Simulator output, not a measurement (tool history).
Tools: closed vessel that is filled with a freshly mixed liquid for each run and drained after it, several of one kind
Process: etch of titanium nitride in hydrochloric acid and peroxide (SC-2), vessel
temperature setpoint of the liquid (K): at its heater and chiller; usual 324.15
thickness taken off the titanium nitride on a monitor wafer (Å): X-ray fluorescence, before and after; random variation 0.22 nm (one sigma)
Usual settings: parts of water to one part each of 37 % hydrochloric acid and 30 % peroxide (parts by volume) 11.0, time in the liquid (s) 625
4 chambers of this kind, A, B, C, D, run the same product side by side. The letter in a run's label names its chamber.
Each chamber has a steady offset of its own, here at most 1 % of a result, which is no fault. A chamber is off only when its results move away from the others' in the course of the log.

| run | hour | temperature setpoint of the liquid (K) | parts of water to one part each of 37 % hydrochloric acid and 30 % peroxide (parts by volume) | time in the liquid (s) | hours since the thermometer was replaced | hours since the chemicals flow meter was replaced | hours since the drum of peroxide was connected | read-back film thickness of the titanium nitride reference wafer, read on the same gauge (nm) | thickness taken off the titanium nitride on a monitor wafer (Å) |
|---|---|---|---|---|---|---|---|---|---|
| 1C | 8.2 | 324.15 | 11.0 | 625 | 676.8 | 554.7 | 299.0 | 110.02 | 271.35 |
| 2D | 16.6 | 324.15 | 11.0 | 625 | 166.9 | 283.8 | 535.6 | 110.00 | 271.12 |
| 3A | 23.5 | 324.15 | 11.0 | 625 | 788.1 | 83.1 | 953.0 | 109.99 | 269.93 |
| 4B | 28.9 | 324.15 | 11.0 | 625 | 584.6 | 179.8 | 1426.9 | 110.01 | 270.28 |
| 5D | 34.9 | 324.15 | 11.0 | 625 | 185.2 | 302.1 | 553.9 | 110.00 | 273.53 |
| 6C | 43.4 | 324.15 | 11.0 | 625 | 712.0 | 589.9 | 334.2 | 110.02 | 272.10 |
| 7B | 48.8 | 324.15 | 11.0 | 625 | 604.5 | 199.7 | 1446.8 | 109.99 | 268.79 |
| 8A | 56.1 | 324.15 | 11.0 | 625 | 820.7 | 115.7 | 985.6 | 109.98 | 267.52 |
| 9A | 63.7 | 324.15 | 11.0 | 625 | 828.3 | 123.3 | 993.2 | 109.99 | 267.66 |
| 10D | 71.5 | 324.15 | 11.0 | 625 | 221.8 | 338.7 | 590.5 | 110.02 | 264.39 |
| 11B | 75.4 | 324.15 | 11.0 | 625 | 631.1 | 226.3 | 1473.4 | 110.01 | 274.21 |
| 12C | 80.7 | 324.15 | 11.0 | 625 | 749.3 | 627.2 | 371.5 | 110.00 | 271.75 |
| 13A | 86.6 | 324.15 | 11.0 | 625 | 851.2 | 146.2 | 1016.1 | 110.00 | 269.36 |
| 14D | 91.9 | 324.15 | 11.0 | 625 | 242.2 | 359.1 | 610.9 | 109.99 | 270.59 |
| 15C | 99.5 | 324.15 | 11.0 | 625 | 768.1 | 646.0 | 390.3 | 110.00 | 269.84 |
| 16B | 106.3 | 324.15 | 11.0 | 625 | 662.0 | 257.2 | 1504.3 | 110.00 | 269.93 |
| 17D | 114.2 | 324.15 | 11.0 | 625 | 264.5 | 381.4 | 633.2 | 110.01 | 266.90 |
| 18B | 121.3 | 324.15 | 11.0 | 625 | 677.0 | 272.2 | 1519.3 | 109.99 | 272.45 |
|  | 125.0 | chamber A: new drum of peroxide connected |
| 19C | 125.2 | 324.15 | 11.0 | 625 | 793.8 | 671.7 | 416.0 | 110.00 | 269.49 |
| 20A | 131.3 | 324.15 | 11.0 | 625 | 895.9 | 190.9 | 6.4 | 110.01 | 268.84 |
| 21D | 136.8 | 324.15 | 11.0 | 625 | 287.1 | 404.0 | 655.8 | 110.00 | 266.41 |
| 22B | 143.2 | 324.15 | 11.0 | 625 | 698.9 | 294.1 | 1541.2 | 109.97 | 268.79 |
| 23A | 149.0 | 324.15 | 11.0 | 625 | 913.6 | 208.6 | 24.1 | 110.01 | 269.36 |
| 24C | 156.7 | 324.15 | 11.0 | 625 | 825.3 | 703.2 | 447.5 | 109.98 | 270.44 |
| 25D | 161.8 | 324.15 | 11.0 | 625 | 312.1 | 429.0 | 680.8 | 110.00 | 269.79 |
| 26B | 169.8 | 324.15 | 11.0 | 625 | 725.5 | 320.7 | 1567.8 | 109.99 | 268.73 |
| 27C | 174.4 | 324.15 | 11.0 | 625 | 843.0 | 720.9 | 465.2 | 110.00 | 271.04 |
|  | 179.2 | chamber B: new drum of peroxide connected |
| 28A | 179.6 | 324.15 | 11.0 | 625 | 944.2 | 239.2 | 54.7 | 110.00 | 263.74 |
| 29C | 187.8 | 324.15 | 11.0 | 625 | 856.4 | 734.3 | 478.6 | 110.00 | 266.05 |
| 30A | 195.1 | 324.15 | 11.0 | 625 | 959.7 | 254.7 | 70.2 | 109.99 | 271.52 |
| 31D | 201.6 | 324.15 | 11.0 | 625 | 351.9 | 468.8 | 720.6 | 110.00 | 271.09 |
| 32B | 205.6 | 324.15 | 14.0 | 355 | 761.3 | 356.5 | 26.4 | 110.01 | 124.36 |
| 33A | 213.9 | 324.15 | 14.0 | 355 | 978.5 | 273.5 | 89.0 | 110.00 | 123.90 |
| 34C | 218.4 | 324.15 | 14.0 | 355 | 887.0 | 764.9 | 509.2 | 109.99 | 125.80 |
| 35D | 222.9 | 324.15 | 14.0 | 355 | 373.2 | 490.1 | 741.9 | 110.00 | 126.87 |
| 36B | 230.6 | 324.15 | 11.0 | 625 | 786.3 | 381.5 | 51.4 | 110.00 | 271.74 |
| 37D | 237.9 | 324.15 | 11.0 | 625 | 388.2 | 505.1 | 756.9 | 110.02 | 268.70 |
| 38A | 245.1 | 324.15 | 11.0 | 625 | 1009.7 | 304.7 | 120.2 | 110.01 | 265.84 |
| 39C | 252.6 | 324.15 | 11.0 | 625 | 921.2 | 799.1 | 543.4 | 110.00 | 271.78 |
| 40B | 259.1 | 324.15 | 11.0 | 625 | 814.8 | 410.0 | 79.9 | 110.02 | 270.94 |
| 41A | 265.7 | 324.15 | 11.0 | 625 | 1030.3 | 325.3 | 140.8 | 109.99 | 268.76 |
| 42C | 270.4 | 324.15 | 11.0 | 625 | 939.0 | 816.9 | 561.2 | 110.01 | 268.06 |
| 43B | 277.0 | 330.65 | 7.5 | 625 | 832.7 | 427.9 | 97.8 | 109.99 | 556.55 |
| 44D | 283.6 | 330.65 | 7.5 | 625 | 433.9 | 550.8 | 802.6 | 110.00 | 552.11 |

Next, every chamber runs the same settings. What will each give?
| 45A | 289.9 | 321.15 | 11.0 | 625 |  |  |  |  | ? |
| 45B | 289.9 | 321.15 | 11.0 | 625 |  |  |  |  | ? |
| 45C | 289.9 | 321.15 | 11.0 | 625 |  |  |  |  | ? |
| 45D | 289.9 | 321.15 | 11.0 | 625 |  |  |  |  | ? |

| run | thickness taken off the titanium nitride on a monitor wafer (Å) |
|---|---|
| 45A | 220.31 |
| 45B | 220.45 |
| 45C | 220.53 |
| 45D | 219.84 |
